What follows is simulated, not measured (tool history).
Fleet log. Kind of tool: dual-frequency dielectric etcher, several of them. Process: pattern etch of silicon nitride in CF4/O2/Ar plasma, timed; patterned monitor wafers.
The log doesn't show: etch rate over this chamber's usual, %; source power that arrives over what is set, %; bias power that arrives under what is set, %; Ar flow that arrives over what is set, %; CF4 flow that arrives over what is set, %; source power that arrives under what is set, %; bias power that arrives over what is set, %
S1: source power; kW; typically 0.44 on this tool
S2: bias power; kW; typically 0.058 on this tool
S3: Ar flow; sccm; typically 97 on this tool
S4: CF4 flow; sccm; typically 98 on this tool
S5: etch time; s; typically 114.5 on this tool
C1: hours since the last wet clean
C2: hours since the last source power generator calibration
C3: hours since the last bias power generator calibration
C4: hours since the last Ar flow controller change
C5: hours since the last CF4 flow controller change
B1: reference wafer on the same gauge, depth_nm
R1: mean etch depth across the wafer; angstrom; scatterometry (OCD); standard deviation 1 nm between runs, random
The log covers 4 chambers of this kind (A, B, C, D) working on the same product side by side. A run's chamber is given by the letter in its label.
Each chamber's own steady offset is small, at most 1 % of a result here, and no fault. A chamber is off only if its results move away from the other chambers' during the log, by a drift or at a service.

run 1C hour=8.2 | S1=0.44 S2=0.058 S3=97 S4=98 S5=114.5 | C1=87.8 C2=395.8 C3=3091 C4=1855.4 C5=637.3 | B1=179.96 | R1=2047.3
run 2B hour=18.9 | S1=0.44 S2=0.058 S3=97 S4=98 S5=114.5 | C1=385.5 C2=249.1 C3=3080.8 C4=1692.1 C5=1959.3 | B1=179.78 | R1=2068.6
run 3A hour=30 | S1=0.44 S2=0.058 S3=97 S4=98 S5=114.5 | C1=483.5 C2=323.8 C3=282.4 C4=86.7 C5=835.8 | B1=180.03 | R1=2065
run 4D hour=44.6 | S1=0.44 S2=0.058 S3=97 S4=98 S5=114.5 | C1=139.7 C2=3084.3 C3=327.3 C4=2983.5 C5=2148.6 | B1=180.06 | R1=2060.2
run 5A hour=52.4 | S1=0.44 S2=0.058 S3=111 S4=75 S5=114.5 | C1=505.9 C2=346.2 C3=304.8 C4=109.1 C5=858.2 | B1=180.28 | R1=1992
run 6B hour=62.7 | S1=0.44 S2=0.058 S3=111 S4=75 S5=114.5 | C1=429.3 C2=292.9 C3=3124.6 C4=1735.9 C5=2003.1 | B1=180.2 | R1=1952.7
-- hour=66 chamber D: source power generator calibrated
run 7C hour=69.6 | S1=0.44 S2=0.058 S3=111 S4=75 S5=114.5 | C1=149.2 C2=457.2 C3=3152.4 C4=1916.8 C5=698.7 | B1=180.02 | R1=1971.6
run 8D hour=84.3 | S1=0.44 S2=0.058 S3=111 S4=75 S5=114.5 | C1=179.4 C2=18.4 C3=367 C4=3023.2 C5=2188.3 | B1=180.13 | R1=1981.4
-- hour=91.3 chamber A: wet clean of the chamber
run 9D hour=95.5 | S1=0.44 S2=0.058 S3=97 S4=98 S5=114.5 | C1=190.6 C2=29.6 C3=378.2 C4=3034.4 C5=2199.5 | B1=180.04 | R1=2071
run 10A hour=108.2 | S1=0.44 S2=0.058 S3=84 S4=98 S5=132 | C1=17 C2=402 C3=360.6 C4=164.9 C5=914 | B1=179.96 | R1=2434.5
run 11B hour=116.3 | S1=0.44 S2=0.058 S3=84 S4=98 S5=132 | C1=482.9 C2=346.5 C3=3178.2 C4=1789.5 C5=2056.7 | B1=179.95 | R1=2445.1
-- hour=123.6 chamber B: bias power generator calibrated
run 12C hour=124 | S1=0.44 S2=0.058 S3=84 S4=98 S5=132 | C1=203.6 C2=511.6 C3=3206.8 C4=1971.2 C5=753.1 | B1=180.08 | R1=2451.3
run 13A hour=133.4 | S1=0.44 S2=0.058 S3=84 S4=98 S5=132 | C1=42.2 C2=427.2 C3=385.8 C4=190.1 C5=939.2 | B1=180.09 | R1=2417.5
run 14C hour=147 | S1=0.44 S2=0.058 S3=97 S4=98 S5=114.5 | C1=226.6 C2=534.6 C3=3229.8 C4=1994.2 C5=776.1 | B1=179.81 | R1=2081.9
run 15D hour=156.5 | S1=0.44 S2=0.058 S3=97 S4=98 S5=114.5 | C1=251.6 C2=90.6 C3=439.2 C4=3095.4 C5=2260.5 | B1=179.98 | R1=2066.7
run 16B hour=167.1 | S1=0.44 S2=0.058 S3=97 S4=98 S5=114.5 | C1=533.7 C2=397.3 C3=43.6 C4=1840.3 C5=2107.5 | B1=179.76 | R1=2049
run 17D hour=174.3 | S1=0.44 S2=0.058 S3=97 S4=98 S5=114.5 | C1=269.4 C2=108.4 C3=457 C4=3113.2 C5=2278.3 | B1=180.17 | R1=2066.2
-- hour=182.9 chamber D: Ar flow controller replaced
run 18A hour=186.7 | S1=0.44 S2=0.058 S3=97 S4=98 S5=114.5 | C1=95.5 C2=480.5 C3=439.1 C4=243.4 C5=992.5 | B1=179.97 | R1=2080.5
run 19B hour=194.4 | S1=0.44 S2=0.058 S3=97 S4=98 S5=114.5 | C1=561 C2=424.6 C3=70.9 C4=1867.6 C5=2134.8 | B1=179.96 | R1=2052.3
run 20C hour=209 | S1=0.44 S2=0.058 S3=97 S4=98 S5=114.5 | C1=288.6 C2=596.6 C3=3291.8 C4=2056.2 C5=838.1 | B1=180.15 | R1=2083.6
-- hour=212.2 chamber B: wet clean of the chamber
run 21B hour=218.6 | S1=0.44 S2=0.058 S3=97 S4=98 S5=114.5 | C1=6.4 C2=448.8 C3=95.1 C4=1891.8 C5=2159 | B1=179.98 | R1=2066.8
run 22A hour=232 | S1=0.44 S2=0.058 S3=97 S4=98 S5=114.5 | C1=140.8 C2=525.8 C3=484.4 C4=288.7 C5=1037.8 | B1=180 | R1=2081.3
run 23D hour=244.1 | S1=0.44 S2=0.058 S3=97 S4=98 S5=114.5 | C1=339.2 C2=178.2 C3=526.8 C4=61.2 C5=2348.1 | B1=180.03 | R1=2061.1
run 24C hour=255.9 | S1=0.44 S2=0.058 S3=97 S4=98 S5=114.5 | C1=335.5 C2=643.5 C3=3338.7 C4=2103.1 C5=885 | B1=179.96 | R1=2051.4
run 25C hour=264.1 | S1=0.44 S2=0.058 S3=97 S4=98 S5=114.5 | C1=343.7 C2=651.7 C3=3346.9 C4=2111.3 C5=893.2 | B1=179.84 | R1=2072.6
run 26A hour=272.4 | S1=0.44 S2=0.058 S3=97 S4=98 S5=114.5 | C1=181.2 C2=566.2 C3=524.8 C4=329.1 C5=1078.2 | B1=180.04 | R1=2071
run 27D hour=282.1 | S1=0.44 S2=0.058 S3=97 S4=98 S5=114.5 | C1=377.2 C2=216.2 C3=564.8 C4=99.2 C5=2386.1 | B1=180.01 | R1=2073.9
run 28B hour=293.1 | S1=0.44 S2=0.058 S3=97 S4=98 S5=114.5 | C1=80.9 C2=523.3 C3=169.6 C4=1966.3 C5=2233.5 | B1=179.96 | R1=2052.3
run 29B hour=301 | S1=0.44 S2=0.058 S3=97 S4=98 S5=114.5 | C1=88.8 C2=531.2 C3=177.5 C4=1974.2 C5=2241.4 | B1=179.85 | R1=2072.2
run 30C hour=311.2 | S1=0.44 S2=0.058 S3=97 S4=98 S5=114.5 | C1=390.8 C2=698.8 C3=3394 C4=2158.4 C5=940.3 | B1=180.02 | R1=2069.9
run 31A hour=320.8 | S1=0.44 S2=0.058 S3=97 S4=98 S5=114.5 | C1=229.6 C2=614.6 C3=573.2 C4=377.5 C5=1126.6 | B1=180.01 | R1=2093.3
-- hour=329.8 chamber D: wet clean of the chamber
run 32D hour=334 | S1=0.44 S2=0.058 S3=97 S4=98 S5=114.5 | C1=4.2 C2=268.1 C3=616.7 C4=151.1 C5=2438 | B1=180.13 | R1=2065.6
run 33C hour=348.5 | S1=0.44 S2=0.058 S3=97 S4=98 S5=114.5 | C1=428.1 C2=736.1 C3=3431.3 C4=2195.7 C5=977.6 | B1=180.08 | R1=2076.3
run 34A hour=362.8 | S1=0.44 S2=0.058 S3=97 S4=98 S5=114.5 | C1=271.6 C2=656.6 C3=615.2 C4=419.5 C5=1168.6 | B1=180.09 | R1=2097.5
run 35B hour=373.6 | S1=0.44 S2=0.058 S3=97 S4=89 S5=99.5 | C1=161.4 C2=603.8 C3=250.1 C4=2046.8 C5=2314 | B1=179.75 | R1=1764.5
run 36D hour=381.5 | S1=0.44 S2=0.058 S3=97 S4=89 S5=99.5 | C1=51.7 C2=315.6 C3=664.2 C4=198.6 C5=2485.5 | B1=179.88 | R1=1768.4
run 37B hour=396.2 | S1=0.44 S2=0.058 S3=97 S4=89 S5=99.5 | C1=184 C2=626.4 C3=272.7 C4=2069.4 C5=2336.6 | B1=180.03 | R1=1755.4

Decide between three cases: one chamber stands off from its peers, the gauge reading all wafers drifts, or nothing is wrong past each chamber's small offset. Where a chamber is off, say which and what most likely put it there.

Nothing is wrong: each chamber keeps only its own small, steady offset and the gauge holds still.
